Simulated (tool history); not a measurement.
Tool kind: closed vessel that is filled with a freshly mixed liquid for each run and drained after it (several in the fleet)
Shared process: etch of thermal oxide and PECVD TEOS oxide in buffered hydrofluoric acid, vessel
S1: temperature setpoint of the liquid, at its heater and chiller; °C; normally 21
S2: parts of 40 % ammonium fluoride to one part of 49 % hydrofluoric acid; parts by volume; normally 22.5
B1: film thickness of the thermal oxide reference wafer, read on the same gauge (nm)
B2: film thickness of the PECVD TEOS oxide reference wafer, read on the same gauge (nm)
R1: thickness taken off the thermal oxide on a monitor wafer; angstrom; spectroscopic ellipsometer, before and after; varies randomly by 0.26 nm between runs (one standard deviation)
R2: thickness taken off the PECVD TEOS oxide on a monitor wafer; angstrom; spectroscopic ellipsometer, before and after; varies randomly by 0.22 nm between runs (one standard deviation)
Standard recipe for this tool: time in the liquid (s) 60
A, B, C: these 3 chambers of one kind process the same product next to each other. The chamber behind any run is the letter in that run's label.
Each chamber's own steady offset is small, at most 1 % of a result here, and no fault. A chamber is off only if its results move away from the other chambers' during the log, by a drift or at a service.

Run 1C, hour 7.7: usual settings; B1 129.98; B2 150.02. Result: R1 256.09 angstrom, R2 392.23 angstrom.
Run 2B, hour 15.5: usual settings; B1 130.01; B2 150.02. Result: R1 258.81 angstrom, R2 394.54 angstrom.
Run 3A, hour 22.2: usual settings; B1 129.98; B2 149.96. Result: R1 257.96 angstrom, R2 394.16 angstrom.
Run 4A, hour 27: usual settings; B1 130.01; B2 150.01. Result: R1 260.43 angstrom, R2 392.87 angstrom.
Run 5B, hour 31.7: usual settings; B1 129.98; B2 150.01. Result: R1 260.78 angstrom, R2 397.5 angstrom.
Run 6C, hour 37.9: usual settings; B1 130.01; B2 149.99. Result: R1 260.67 angstrom, R2 392 angstrom.
Run 7C, hour 43.4: usual settings; B1 130.02; B2 149.99. Result: R1 259.95 angstrom, R2 393.38 angstrom.
Run 8A, hour 49.4: usual settings; B1 129.98; B2 149.96. Result: R1 258.98 angstrom, R2 395.49 angstrom.
Run 9B, hour 56.3: usual settings; B1 130; B2 149.99. Result: R1 260.29 angstrom, R2 393.57 angstrom.
Run 10A, hour 63.5: usual settings; B1 129.97; B2 150.02. Result: R1 264.61 angstrom, R2 392.51 angstrom.
Run 11C, hour 67.9: usual settings; B1 130.01; B2 150. Result: R1 254.85 angstrom, R2 391.13 angstrom.
Run 12B, hour 75: usual settings but S1 19 °C; B1 129.99; B2 150.01. Result: R1 233.55 angstrom, R2 352.2 angstrom.
Run 13C, hour 82.1: usual settings but S1 19 °C; B1 129.99; B2 150.04. Result: R1 229.98 angstrom, R2 351.74 angstrom.
Run 14A, hour 86.6: usual settings but S1 19 °C; B1 130; B2 150.05. Result: R1 231.94 angstrom, R2 355.97 angstrom.
Run 15B, hour 92.2: usual settings; B1 130.02; B2 149.99. Result: R1 260.57 angstrom, R2 393.64 angstrom.
Run 16C, hour 97.7: usual settings; B1 130.02; B2 150.01. Result: R1 255.68 angstrom, R2 388.93 angstrom.
Run 17B, hour 103.6: usual settings; B1 130.02; B2 150.06. Result: R1 265.79 angstrom, R2 393.19 angstrom.
Run 18A, hour 107.5: usual settings; B1 130.02; B2 150.01. Result: R1 262.75 angstrom, R2 388.08 angstrom.
Run 19C, hour 112.6: usual settings but S1 24.5 °C, time in the liquid (s) 75; B1 129.99; B2 149.99. Result: R1 387.13 angstrom, R2 589.41 angstrom.
Run 20B, hour 117.6: usual settings but S1 24.5 °C, time in the liquid (s) 75; B1 130.01; B2 149.98. Result: R1 395.48 angstrom, R2 600.14 angstrom.
Run 21A, hour 125.4: usual settings but S1 24.5 °C, time in the liquid (s) 75; B1 130.01; B2 150.02. Result: R1 400.1 angstrom, R2 598.85 angstrom.
Run 22B, hour 132.6: usual settings; B1 130; B2 150.02. Result: R1 264.89 angstrom, R2 394.39 angstrom.
Run 23A, hour 137.6: usual settings; B1 130; B2 150. Result: R1 259.88 angstrom, R2 391.64 angstrom.
Run 24C, hour 144.9: usual settings; B1 129.99; B2 149.97. Result: R1 262.1 angstrom, R2 392.53 angstrom.

All 3 chambers run these settings next. Forecast each chamber's results:
Run 25A, hour 151.1: usual settings but S1 18 °C. Result: R1 ?, R2 ?.
Run 25B, hour 151.1: usual settings but S1 18 °C. Result: R1 ?, R2 ?.
Run 25C, hour 151.1: usual settings but S1 18 °C. Result: R1 ?, R2 ?.

run      R1      R2
25A  219.65  332.35
25B  219.47  336.69
25C  216.26  328.58
